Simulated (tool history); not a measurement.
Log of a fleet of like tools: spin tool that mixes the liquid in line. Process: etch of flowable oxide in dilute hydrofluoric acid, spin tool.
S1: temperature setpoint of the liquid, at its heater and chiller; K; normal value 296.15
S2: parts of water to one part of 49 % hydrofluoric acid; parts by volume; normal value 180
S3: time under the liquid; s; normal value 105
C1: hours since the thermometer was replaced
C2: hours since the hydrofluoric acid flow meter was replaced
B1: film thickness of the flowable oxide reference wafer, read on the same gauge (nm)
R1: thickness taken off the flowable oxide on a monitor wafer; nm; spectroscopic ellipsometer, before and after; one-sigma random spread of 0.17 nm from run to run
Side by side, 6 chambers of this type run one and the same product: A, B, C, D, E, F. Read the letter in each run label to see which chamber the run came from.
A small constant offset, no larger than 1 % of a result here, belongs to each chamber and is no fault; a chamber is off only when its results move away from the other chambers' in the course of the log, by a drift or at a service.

| run | hour | S1 | S2 | S3 | C1 | C2 | B1 | R1 |
|---|---|---|---|---|---|---|---|---|
| 1E | 6 | 296.15 | 180 | 105 | 958.8 | 1077.6 | 130 | 20.788 |
| 2C | 11.8 | 296.15 | 180 | 105 | 1009.8 | 293.3 | 130.01 | 20.716 |
| 3B | 18.1 | 296.15 | 180 | 105 | 243.8 | 1070.7 | 129.99 | 20.257 |
| 4F | 23.7 | 296.15 | 180 | 105 | 1350.7 | 374.6 | 130 | 20.602 |
| 5A | 28.8 | 296.15 | 100 | 165 | 414.9 | 1184.6 | 130.03 | 63.446 |
| 6D | 34 | 296.15 | 100 | 165 | 638.9 | 643 | 130 | 63.12 |
| 7D | 38.1 | 296.15 | 100 | 165 | 643 | 647.1 | 129.97 | 63.264 |
| 8B | 44 | 296.15 | 100 | 165 | 269.7 | 1096.6 | 130 | 62.126 |
|  | 49.1 | chamber E: hydrofluoric acid flow meter replaced |
| 9E | 50.1 | 296.15 | 100 | 165 | 1002.9 | 1 | 130.01 | 62.692 |
| 10A | 53.5 | 296.15 | 100 | 165 | 439.6 | 1209.3 | 129.98 | 63.715 |
|  | 56.4 | chamber E: thermometer replaced |
| 11C | 59.4 | 296.15 | 180 | 105 | 1057.4 | 340.9 | 130 | 20.218 |
| 12F | 63.6 | 296.15 | 180 | 105 | 1390.6 | 414.5 | 130 | 20.633 |
| 13B | 69.3 | 296.15 | 180 | 105 | 295 | 1121.9 | 129.99 | 19.771 |
| 14A | 73.2 | 296.15 | 180 | 105 | 459.3 | 1229 | 129.98 | 20.304 |
| 15F | 76.5 | 296.15 | 180 | 105 | 1403.5 | 427.4 | 130 | 20.699 |
| 16D | 82 | 296.15 | 180 | 105 | 686.9 | 691 | 130.01 | 20.497 |
| 17E | 85.8 | 299.15 | 180 | 105 | 29.5 | 36.7 | 130.01 | 22.875 |
| 18C | 91.3 | 299.15 | 180 | 105 | 1089.3 | 372.8 | 130.01 | 22.671 |
| 19F | 94.9 | 299.15 | 180 | 105 | 1421.9 | 445.8 | 130 | 23.271 |
| 20B | 98 | 299.15 | 180 | 105 | 323.7 | 1150.6 | 129.98 | 21.745 |
| 21E | 103.1 | 299.15 | 180 | 105 | 46.8 | 54 | 130 | 22.694 |
| 22D | 106 | 299.15 | 180 | 105 | 710.9 | 715 | 129.99 | 22.882 |
| 23A | 111.1 | 296.15 | 180 | 105 | 497.2 | 1266.9 | 129.99 | 20.834 |
| 24C | 115 | 296.15 | 180 | 105 | 1113 | 396.5 | 129.99 | 20.438 |
| 25B | 117.9 | 296.15 | 180 | 150 | 343.6 | 1170.5 | 129.98 | 27.525 |
| 26A | 123.2 | 296.15 | 180 | 150 | 509.3 | 1279 | 130 | 28.846 |
| 27F | 129.5 | 296.15 | 180 | 150 | 1456.5 | 480.4 | 130 | 29.792 |
| 28D | 132.4 | 296.15 | 180 | 150 | 737.3 | 741.4 | 129.98 | 29.15 |
| 29E | 136.4 | 296.15 | 180 | 150 | 80.1 | 87.3 | 130.01 | 29.194 |
| 30C | 141.3 | 296.15 | 180 | 150 | 1139.3 | 422.8 | 130.01 | 29.198 |
| 31E | 146.1 | 296.15 | 180 | 105 | 89.8 | 97 | 129.99 | 20.622 |
| 32A | 149.3 | 296.15 | 180 | 105 | 535.4 | 1305.1 | 129.99 | 20.518 |
| 33C | 153.5 | 296.15 | 180 | 105 | 1151.5 | 435 | 130 | 20.162 |
| 34D | 158.1 | 296.15 | 180 | 105 | 763 | 767.1 | 129.99 | 20.34 |
| 35F | 162 | 296.15 | 180 | 105 | 1489 | 512.9 | 130.01 | 20.592 |
| 36B | 168.4 | 296.15 | 180 | 105 | 394.1 | 1221 | 130.03 | 18.673 |
| 37D | 171.4 | 296.15 | 180 | 105 | 776.3 | 780.4 | 130 | 20.215 |
| 38B | 175.2 | 296.15 | 180 | 160 | 400.9 | 1227.8 | 130 | 28.569 |
| 39E | 179.1 | 296.15 | 180 | 160 | 122.8 | 130 | 130.01 | 31.063 |
| 40C | 185.5 | 296.15 | 180 | 160 | 1183.5 | 467 | 130 | 30.807 |
| 41F | 190.4 | 296.15 | 180 | 160 | 1517.4 | 541.3 | 130 | 31.396 |
| 42A | 194.5 | 296.15 | 180 | 160 | 580.6 | 1350.3 | 130.01 | 31.418 |

One chamber off, gauge drift, or nothing amiss beyond the chambers' own small offsets? If it is a chamber, which one, and what is the likeliest cause?

Chamber B drifts away from the others.
What lies behind it: hydrofluoric acid flow below the setpoint (%) = 8.57.
It could be hard to tell apart here from: liquid colder than its thermometer reads (K).

Below are 4 candidate recipes for chamber B's next run, each the usual settings with a change, their results shown as question marks. Which of them brings B's results back in line with what the other chambers give on the usual settings?
Maximum distance from the other chambers' mean on the usual settings for a result to count as in line: R1 0.58 nm
| 43B-1 | 199.4 | 296.65 | 150 | 105 |  |  |  | ? |
| 43B-2 | 199.4 | 299.15 | 180 | 105 |  |  |  | ? |
| 43B-3 | 199.4 | 295.65 | 180 | 95 |  |  |  | ? |
| 43B-4 | 199.4 | 295.65 | 215 | 105 |  |  |  | ? |

Average result of the remaining chambers running the usual settings: R1 20.538 nm
| run | R1 |
|---|---|
| 43B-1 | 23.298 |
| 43B-2 | 20.573 |
| 43B-3 | 16.326 |
| 43B-4 | 14.537 |
Change 43B-2 lands the chamber within the allowed miss of the other chambers.

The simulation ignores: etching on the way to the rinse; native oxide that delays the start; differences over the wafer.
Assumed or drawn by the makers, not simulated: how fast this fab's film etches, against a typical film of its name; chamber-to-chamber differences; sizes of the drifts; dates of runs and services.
